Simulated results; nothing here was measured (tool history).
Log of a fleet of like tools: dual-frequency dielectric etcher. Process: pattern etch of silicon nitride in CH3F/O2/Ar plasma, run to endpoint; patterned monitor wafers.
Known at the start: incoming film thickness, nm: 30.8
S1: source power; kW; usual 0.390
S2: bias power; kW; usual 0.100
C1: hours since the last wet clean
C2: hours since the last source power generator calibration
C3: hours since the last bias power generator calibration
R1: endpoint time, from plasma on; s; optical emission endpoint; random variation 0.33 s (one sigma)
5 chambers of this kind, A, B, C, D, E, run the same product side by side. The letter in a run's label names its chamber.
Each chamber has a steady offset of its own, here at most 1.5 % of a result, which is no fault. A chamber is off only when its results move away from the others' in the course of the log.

run 1D day=0.179 | S1=0.390 S2=0.100 | C1=14.2 C2=1976.3 C3=1731.4 | R1=39.449
-- day=0.358 chamber D: bias power generator calibrated
run 2B day=0.488 | S1=0.390 S2=0.100 | C1=63.4 C2=1978.8 C3=1458.0 | R1=39.702
run 3A day=0.767 | S1=0.390 S2=0.100 | C1=22.1 C2=924.2 C3=533.4 | R1=40.610
run 4C day=1.021 | S1=0.390 S2=0.100 | C1=122.2 C2=1578.5 C3=1171.3 | R1=39.100
run 5E day=1.271 | S1=0.390 S2=0.100 | C1=490.3 C2=44.5 C3=2187.1 | R1=39.759
run 6D day=1.621 | S1=0.390 S2=0.100 | C1=48.8 C2=2010.9 C3=30.3 | R1=39.497
run 7C day=1.862 | S1=0.390 S2=0.100 | C1=142.4 C2=1598.7 C3=1191.5 | R1=40.322
run 8A day=2.038 | S1=0.390 S2=0.100 | C1=52.6 C2=954.7 C3=563.9 | R1=40.764
run 9E day=2.217 | S1=0.390 S2=0.100 | C1=513.0 C2=67.2 C3=2209.8 | R1=39.939
run 10B day=2.417 | S1=0.390 S2=0.080 | C1=109.7 C2=2025.1 C3=1504.3 | R1=43.550
run 11A day=2.775 | S1=0.390 S2=0.080 | C1=70.3 C2=972.4 C3=581.6 | R1=44.321
run 12D day=3.033 | S1=0.390 S2=0.080 | C1=82.7 C2=2044.8 C3=64.2 | R1=42.941
run 13E day=3.258 | S1=0.390 S2=0.080 | C1=538.0 C2=92.2 C3=2234.8 | R1=43.330
run 14B day=3.562 | S1=0.390 S2=0.080 | C1=137.2 C2=2052.6 C3=1531.8 | R1=44.174
run 15C day=3.767 | S1=0.390 S2=0.100 | C1=188.1 C2=1644.4 C3=1237.2 | R1=39.836
run 16A day=4.017 | S1=0.390 S2=0.100 | C1=100.1 C2=1002.2 C3=611.4 | R1=41.229
run 17B day=4.200 | S1=0.390 S2=0.100 | C1=152.5 C2=2067.9 C3=1547.1 | R1=39.992
run 18D day=4.412 | S1=0.390 S2=0.100 | C1=115.8 C2=2077.9 C3=97.3 | R1=39.927
run 19C day=4.621 | S1=0.390 S2=0.100 | C1=208.6 C2=1664.9 C3=1257.7 | R1=40.038
run 20E day=4.858 | S1=0.390 S2=0.100 | C1=576.4 C2=130.6 C3=2273.2 | R1=40.309
-- day=5.104 chamber E: wet clean of the chamber
run 21C day=5.183 | S1=0.390 S2=0.100 | C1=222.1 C2=1678.4 C3=1271.2 | R1=39.774
run 22D day=5.412 | S1=0.390 S2=0.100 | C1=139.8 C2=2101.9 C3=121.3 | R1=39.870
run 23E day=5.575 | S1=0.390 S2=0.100 | C1=11.3 C2=147.8 C3=2290.4 | R1=40.160
run 24A day=5.775 | S1=0.390 S2=0.081 | C1=142.3 C2=1044.4 C3=653.6 | R1=43.856
run 25B day=6.012 | S1=0.390 S2=0.081 | C1=196.0 C2=2111.4 C3=1590.6 | R1=42.691
run 26C day=6.208 | S1=0.390 S2=0.081 | C1=246.7 C2=1703.0 C3=1295.8 | R1=43.215
run 27E day=6.408 | S1=0.390 S2=0.081 | C1=31.3 C2=167.8 C3=2310.4 | R1=43.314
run 28B day=6.767 | S1=0.390 S2=0.081 | C1=214.1 C2=2129.5 C3=1608.7 | R1=43.797
run 29A day=7.000 | S1=0.390 S2=0.100 | C1=171.7 C2=1073.8 C3=683.0 | R1=40.401
run 30D day=7.254 | S1=0.390 S2=0.122 | C1=184.0 C2=2146.1 C3=165.5 | R1=36.498
run 31D day=7.546 | S1=0.390 S2=0.122 | C1=191.0 C2=2153.1 C3=172.5 | R1=36.760
run 32B day=7.746 | S1=0.390 S2=0.122 | C1=237.6 C2=2153.0 C3=1632.2 | R1=36.613
run 33A day=8.075 | S1=0.390 S2=0.122 | C1=197.5 C2=1099.6 C3=708.8 | R1=37.453
run 34E day=8.296 | S1=0.390 S2=0.122 | C1=76.6 C2=213.1 C3=2355.7 | R1=36.950
run 35C day=8.475 | S1=0.390 S2=0.100 | C1=301.1 C2=1757.4 C3=1350.2 | R1=40.507
run 36C day=8.704 | S1=0.390 S2=0.100 | C1=306.6 C2=1762.9 C3=1355.7 | R1=40.272
run 37A day=9.033 | S1=0.390 S2=0.100 | C1=220.5 C2=1122.6 C3=731.8 | R1=40.178
run 38B day=9.379 | S1=0.390 S2=0.100 | C1=276.8 C2=2192.2 C3=1671.4 | R1=40.590
run 39E day=9.667 | S1=0.390 S2=0.100 | C1=109.5 C2=246.0 C3=2388.6 | R1=40.307

All 5 chambers run these settings next. Forecast each chamber's results:
run 40A day=9.925 | S1=0.390 S2=0.100 | R1=?
run 40B day=9.925 | S1=0.390 S2=0.100 | R1=?
run 40C day=9.925 | S1=0.390 S2=0.100 | R1=?
run 40D day=9.925 | S1=0.390 S2=0.100 | R1=?
run 40E day=9.925 | S1=0.390 S2=0.100 | R1=?

run=40A R1=40.068
run=40B R1=40.005
run=40C R1=39.633
run=40D R1=39.630
run=40E R1=39.910
